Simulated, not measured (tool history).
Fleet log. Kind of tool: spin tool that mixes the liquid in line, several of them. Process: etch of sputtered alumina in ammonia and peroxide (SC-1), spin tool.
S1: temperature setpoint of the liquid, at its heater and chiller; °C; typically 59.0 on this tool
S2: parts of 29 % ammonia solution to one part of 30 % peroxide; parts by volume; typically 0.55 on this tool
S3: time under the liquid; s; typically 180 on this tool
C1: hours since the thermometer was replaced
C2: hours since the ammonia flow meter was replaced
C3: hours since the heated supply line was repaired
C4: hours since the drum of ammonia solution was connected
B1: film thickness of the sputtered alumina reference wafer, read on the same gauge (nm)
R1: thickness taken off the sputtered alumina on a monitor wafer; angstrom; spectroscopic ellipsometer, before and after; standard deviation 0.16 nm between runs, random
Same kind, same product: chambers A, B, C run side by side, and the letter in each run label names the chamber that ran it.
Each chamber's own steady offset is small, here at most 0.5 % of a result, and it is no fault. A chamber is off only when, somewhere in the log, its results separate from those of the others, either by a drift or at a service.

run,hour,S1,S2,S3,C1,C2,C3,C4,B1,R1
1A,11.5,59.0,0.55,180,744.3,1314.9,324.3,713.9,149.98,163.84
2B,22.3,59.0,0.55,180,838.6,356.7,276.9,317.3,150.01,163.68
# hour 23.2: chamber A: ammonia flow meter replaced
3C,31.9,59.0,0.55,180,1460.4,194.1,1202.9,509.2,150.02,164.26
4B,39.4,59.0,0.55,180,855.7,373.8,294.0,334.4,150.03,163.34
5A,48.7,59.0,0.55,180,781.5,25.5,361.5,751.1,150.02,163.56
6C,61.4,66.0,0.55,180,1489.9,223.6,1232.4,538.7,150.04,233.30
7A,72.4,66.0,0.55,180,805.2,49.2,385.2,774.8,149.99,231.05
8C,81.7,66.0,0.55,180,1510.2,243.9,1252.7,559.0,150.01,228.68
# hour 83.1: chamber C: thermometer replaced
9B,89.7,59.0,0.55,180,906.0,424.1,344.3,384.7,149.96,163.73
10C,102.4,59.0,0.55,180,19.4,264.6,1273.4,579.7,150.03,161.45
11B,109.7,59.0,0.55,180,926.0,444.1,364.3,404.7,150.00,163.48
12A,120.8,59.0,0.55,180,853.6,97.6,433.6,823.2,149.99,163.14
13B,129.3,59.0,0.55,180,945.6,463.7,383.9,424.3,150.01,161.60
14A,137.6,59.0,0.55,180,870.4,114.4,450.4,840.0,149.98,161.83
15C,150.9,59.0,0.55,180,67.9,313.1,1321.9,628.2,149.99,158.38
16C,158.9,59.0,0.55,180,75.9,321.1,1329.9,636.2,150.02,156.45
# hour 165.7: chamber A: new drum of ammonia solution connected
17A,166.2,55.0,0.55,180,899.0,143.0,479.0,0.6,149.98,133.51
18B,178.8,55.0,0.55,180,995.1,513.2,433.4,473.8,150.01,133.45
19B,187.6,55.0,0.55,180,1003.9,522.0,442.2,482.6,149.99,131.15
20C,198.0,59.0,0.55,180,115.0,360.2,1369.0,675.3,150.03,153.44
21A,205.2,59.0,0.85,180,938.0,182.0,518.0,39.6,150.02,170.64

Read the log: is a single chamber off, either drifting away or since a service, is the gauge that measures every chamber drifting, or is nothing wrong beyond small per-chamber offsets? Name any odd chamber and what most likely caused it.

It is chamber C that slowly wanders off from its peers.
Cause: temperature lost on the way to the wafer (K) = 1.73.
It could be hard to tell apart here from: liquid colder than its thermometer reads (K).

Here are 4 candidates for chamber C's next run, each the usual settings with a change, their results left as question marks. Which one brings its results back in line with what the others give on the usual settings?
Maximum distance from the other chambers' mean on the usual settings for a result to count as in line: R1 5.40 angstrom
22C-1,215.4,62.0,0.55,180,,,,,,?
22C-2,215.4,59.0,0.55,165,,,,,,?
22C-3,215.4,56.0,0.55,180,,,,,,?
22C-4,215.4,59.5,0.55,190,,,,,,?

On the usual settings, the other chambers give on average: R1 163.05 angstrom
run,R1
22C-1,176.23
22C-2,138.17
22C-3,128.49
22C-4,163.31
22C-4 puts the chamber back in line with the other chambers.

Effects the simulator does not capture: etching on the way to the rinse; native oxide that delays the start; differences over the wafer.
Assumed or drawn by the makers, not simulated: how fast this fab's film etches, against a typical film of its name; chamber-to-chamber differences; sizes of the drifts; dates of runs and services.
